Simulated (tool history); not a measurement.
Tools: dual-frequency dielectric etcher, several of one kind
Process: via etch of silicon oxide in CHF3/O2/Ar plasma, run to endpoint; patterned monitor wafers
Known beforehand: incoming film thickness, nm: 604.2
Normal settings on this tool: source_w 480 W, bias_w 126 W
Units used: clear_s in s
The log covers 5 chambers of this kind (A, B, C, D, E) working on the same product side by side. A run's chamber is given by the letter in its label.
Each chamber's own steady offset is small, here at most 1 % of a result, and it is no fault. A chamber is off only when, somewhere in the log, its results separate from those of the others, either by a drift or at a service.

| run | hour | source_w | bias_w | hours since the last wet clean | hours since the last source power generator calibration | hours since the last bias power generator calibration | clear_s |
|---|---|---|---|---|---|---|---|
|  | 1.1 | chamber A: bias power generator calibrated |
| 1A | 2.8 | 480 | 126 | 561.7 | 559.7 | 1.7 | 373.49 |
| 2E | 7.2 | 480 | 126 | 680.3 | 767.9 | 253.7 | 370.73 |
| 3C | 11.8 | 480 | 126 | 527 | 50 | 1806.2 | 374.69 |
|  | 16 | chamber E: wet clean of the chamber |
| 4B | 17.1 | 480 | 126 | 141 | 1425 | 580.4 | 372.49 |
| 5D | 21.9 | 480 | 126 | 267.6 | 853.4 | 1200.7 | 372.44 |
|  | 25 | chamber C: wet clean of the chamber |
| 6D | 27.6 | 380 | 126 | 273.3 | 859.1 | 1206.4 | 406.47 |
| 7C | 32.1 | 380 | 126 | 7.2 | 70.3 | 1826.5 | 407.64 |
| 8B | 34.7 | 380 | 126 | 158.6 | 1442.6 | 598 | 409.11 |
| 9A | 39.8 | 380 | 126 | 598.7 | 596.7 | 38.7 | 410.41 |
| 10E | 43 | 380 | 126 | 27.1 | 803.7 | 289.5 | 409.51 |
| 11B | 48.9 | 480 | 126 | 172.8 | 1456.8 | 612.2 | 375.74 |
| 12D | 53.1 | 480 | 126 | 298.8 | 884.6 | 1231.9 | 371.92 |
| 13E | 56.3 | 480 | 126 | 40.4 | 817 | 302.8 | 369.66 |
| 14A | 61.4 | 480 | 126 | 620.3 | 618.3 | 60.3 | 374.81 |
| 15C | 66.5 | 480 | 126 | 41.6 | 104.7 | 1860.9 | 373.23 |
| 16E | 70.4 | 480 | 126 | 54.5 | 831.1 | 316.9 | 372.99 |
| 17D | 73.8 | 480 | 126 | 319.5 | 905.3 | 1252.6 | 371.54 |
| 18A | 79.8 | 480 | 126 | 638.7 | 636.7 | 78.7 | 372.29 |
| 19B | 83.8 | 480 | 126 | 207.7 | 1491.7 | 647.1 | 375.7 |
|  | 85.9 | chamber A: wet clean of the chamber |
| 20C | 88 | 480 | 126 | 63.1 | 126.2 | 1882.4 | 375.27 |
| 21C | 90.7 | 480 | 126 | 65.8 | 128.9 | 1885.1 | 376.78 |
| 22E | 93.6 | 480 | 126 | 77.7 | 854.3 | 340.1 | 372.01 |
| 23B | 99.6 | 480 | 126 | 223.5 | 1507.5 | 662.9 | 380.1 |
| 24A | 103.9 | 540 | 126 | 18.1 | 660.8 | 102.8 | 359.23 |
| 25D | 106.8 | 540 | 126 | 352.5 | 938.3 | 1285.6 | 356.43 |
| 26A | 109.5 | 540 | 126 | 23.7 | 666.4 | 108.4 | 354.74 |
| 27E | 113.3 | 540 | 126 | 97.4 | 874 | 359.8 | 355.3 |
|  | 117.5 | chamber C: bias power generator calibrated |
| 28C | 119.2 | 540 | 126 | 94.3 | 157.4 | 1.8 | 357.31 |
| 29B | 123.9 | 480 | 126 | 247.8 | 1531.8 | 687.2 | 383.53 |
| 30D | 126.6 | 480 | 126 | 372.3 | 958.1 | 1305.4 | 372.08 |
| 31A | 130 | 480 | 126 | 44.2 | 686.9 | 128.9 | 376.07 |
| 32B | 133.9 | 480 | 126 | 257.8 | 1541.8 | 697.2 | 383.84 |
| 33C | 139.8 | 480 | 126 | 114.9 | 178 | 22.4 | 372.76 |
| 34E | 143.8 | 480 | 126 | 127.9 | 904.5 | 390.3 | 371.78 |
| 35D | 147.1 | 480 | 141 | 392.8 | 978.6 | 1325.9 | 358.93 |

The same settings go to every chamber for the next run, one line per chamber below. Forecast the results for each:
| 36A | 151.5 | 480 | 101 |  |  |  | ? |
| 36B | 151.5 | 480 | 101 |  |  |  | ? |
| 36C | 151.5 | 480 | 101 |  |  |  | ? |
| 36D | 151.5 | 480 | 101 |  |  |  | ? |
| 36E | 151.5 | 480 | 101 |  |  |  | ? |

| run | clear_s |
|---|---|
| 36A | 398.84 |
| 36B | 417.05 |
| 36C | 400.76 |
| 36D | 398.01 |
| 36E | 398.71 |
